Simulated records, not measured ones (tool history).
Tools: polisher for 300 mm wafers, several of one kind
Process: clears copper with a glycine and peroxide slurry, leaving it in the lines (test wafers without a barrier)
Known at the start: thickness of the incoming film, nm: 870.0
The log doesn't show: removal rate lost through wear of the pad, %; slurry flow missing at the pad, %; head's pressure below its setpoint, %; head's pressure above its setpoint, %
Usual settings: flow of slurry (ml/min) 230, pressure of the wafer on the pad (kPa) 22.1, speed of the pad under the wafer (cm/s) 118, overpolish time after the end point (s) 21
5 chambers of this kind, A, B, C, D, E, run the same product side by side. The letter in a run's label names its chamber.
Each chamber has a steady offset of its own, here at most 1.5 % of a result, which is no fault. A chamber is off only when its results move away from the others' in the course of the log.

run,hour,flow of slurry (ml/min),pressure of the wafer on the pad (kPa),speed of the pad under the wafer (cm/s),overpolish time after the end point (s),wafers polished on this pad,hours since the slurry nozzle was cleaned,hours since the head pressure was calibrated,time until the end point was called (s),dishing of a wide line in a test structure (angstrom)
# hour 0.8: chamber E: worn pad replaced by a new one
1D,4.6,230,22.1,118,21,193,116.4,313.1,120.70,886.98
2B,12.9,230,22.1,118,21,332,275.0,164.4,120.72,838.29
3C,20.6,230,22.1,118,21,466,41.6,1067.2,120.62,865.51
4E,28.6,230,22.1,118,21,272,431.4,357.1,120.67,813.97
5A,32.4,230,22.1,118,21,590,567.7,685.2,120.17,889.66
# hour 37.5: chamber C: worn pad replaced by a new one
6E,39.5,230,22.1,118,21,379,442.3,368.0,118.50,871.52
7A,44.0,230,22.1,118,21,703,579.3,696.8,121.62,893.61
# hour 44.4: chamber D: head pressure recalibrated
# hour 49.0: chamber E: worn pad replaced by a new one
8D,51.9,230,22.1,118,21,656,163.7,7.6,120.27,894.04
9C,57.3,230,22.1,118,21,194,78.3,1103.9,120.53,877.96
# hour 58.8: chamber B: worn pad replaced by a new one
10B,63.0,230,22.1,118,21,41,325.1,214.5,119.54,908.74
11B,70.8,230,22.1,118,21,117,332.9,222.3,121.19,889.13
12A,76.2,230,22.1,118,21,1019,611.5,729.0,122.43,874.21
13E,82.2,230,22.1,118,21,325,485.0,410.7,115.65,877.36
14D,90.2,230,22.1,118,21,1031,202.0,45.9,120.04,870.29
15C,94.0,230,22.1,118,34,553,115.0,1140.6,118.16,1166.70
16C,99.3,230,22.1,118,34,605,120.3,1145.9,120.86,1156.40
17D,104.5,230,22.1,118,34,1170,216.3,60.2,120.19,1164.90
18A,109.4,230,22.1,118,34,1343,644.7,762.2,121.15,1225.90
# hour 110.7: chamber E: worn pad replaced by a new one
# hour 110.7: chamber D: worn pad replaced by a new one
# hour 112.1: chamber C: worn pad replaced by a new one
19E,113.2,230,22.1,118,34,24,516.0,441.7,115.89,1179.10
# hour 113.4: chamber A: worn pad replaced by a new one
# hour 113.7: chamber C: head pressure recalibrated
20B,120.8,230,22.1,118,21,606,382.9,272.3,119.29,885.98
21A,126.4,230,22.1,118,21,127,661.7,779.2,118.54,849.39
22B,134.4,230,22.1,118,21,739,396.5,285.9,120.65,883.73
# hour 138.7: chamber B: worn pad replaced by a new one
23D,141.4,230,22.1,118,21,301,253.2,97.1,119.09,873.53
# hour 142.7: chamber B: slurry nozzle cleaned
24C,147.4,230,22.1,118,21,345,168.4,33.7,118.07,871.44
25E,151.6,230,22.1,118,21,400,554.4,480.1,111.40,882.57
26E,157.5,230,22.1,118,21,458,560.3,486.0,112.41,919.03
27B,162.1,230,22.1,118,21,229,19.5,313.6,121.54,883.36
# hour 167.2: chamber E: worn pad replaced by a new one
28A,167.9,230,22.1,118,21,533,703.2,820.7,121.52,869.20
# hour 170.2: chamber C: worn pad replaced by a new one
29D,175.9,230,22.1,118,21,638,287.7,131.6,118.30,867.06
30C,182.6,230,22.1,118,21,122,203.6,68.9,119.76,872.38
31C,189.2,230,22.1,118,21,186,210.2,75.5,120.45,874.39
32D,197.3,230,22.1,118,21,848,309.1,153.0,118.11,895.14
33B,201.0,230,22.1,118,21,610,58.4,352.5,120.92,845.63
34E,205.3,230,22.1,118,21,373,608.1,533.8,109.91,888.85

What goes on in this fleet: one chamber off, a drifting gauge, or nothing beyond the chambers' own small offsets? Name the chamber and the cause, if any.

Chamber E drifts away from the others.
Cause: head's pressure above its setpoint, % = 11.5.

Here are 4 candidates for chamber E's next run, each the usual settings with a change, their results left as question marks. Which one brings its results back in line with what the others give on the usual settings?
In line means no further than this from the other chambers' mean on the usual settings: time until the end point was called (s) 3.600; dishing of a wide line in a test structure (angstrom) 72.00
35E-1,211.2,230,20.7,112,21,,,,?,?
35E-2,211.2,225,20.0,104,21,,,,?,?
35E-3,211.2,230,23.4,126,21,,,,?,?
35E-4,211.2,235,24.1,132,21,,,,?,?

The other chambers' mean on the usual settings: time until the end point was called (s) 120.160; dishing of a wide line in a test structure (angstrom) 875.88
run,time until the end point was called (s),dishing of a wide line in a test structure (angstrom)
35E-1,120.320,854.74
35E-2,132.490,797.76
35E-3,96.984,996.70
35E-4,90.359,1044.30
35E-1 brings the chamber back in line.

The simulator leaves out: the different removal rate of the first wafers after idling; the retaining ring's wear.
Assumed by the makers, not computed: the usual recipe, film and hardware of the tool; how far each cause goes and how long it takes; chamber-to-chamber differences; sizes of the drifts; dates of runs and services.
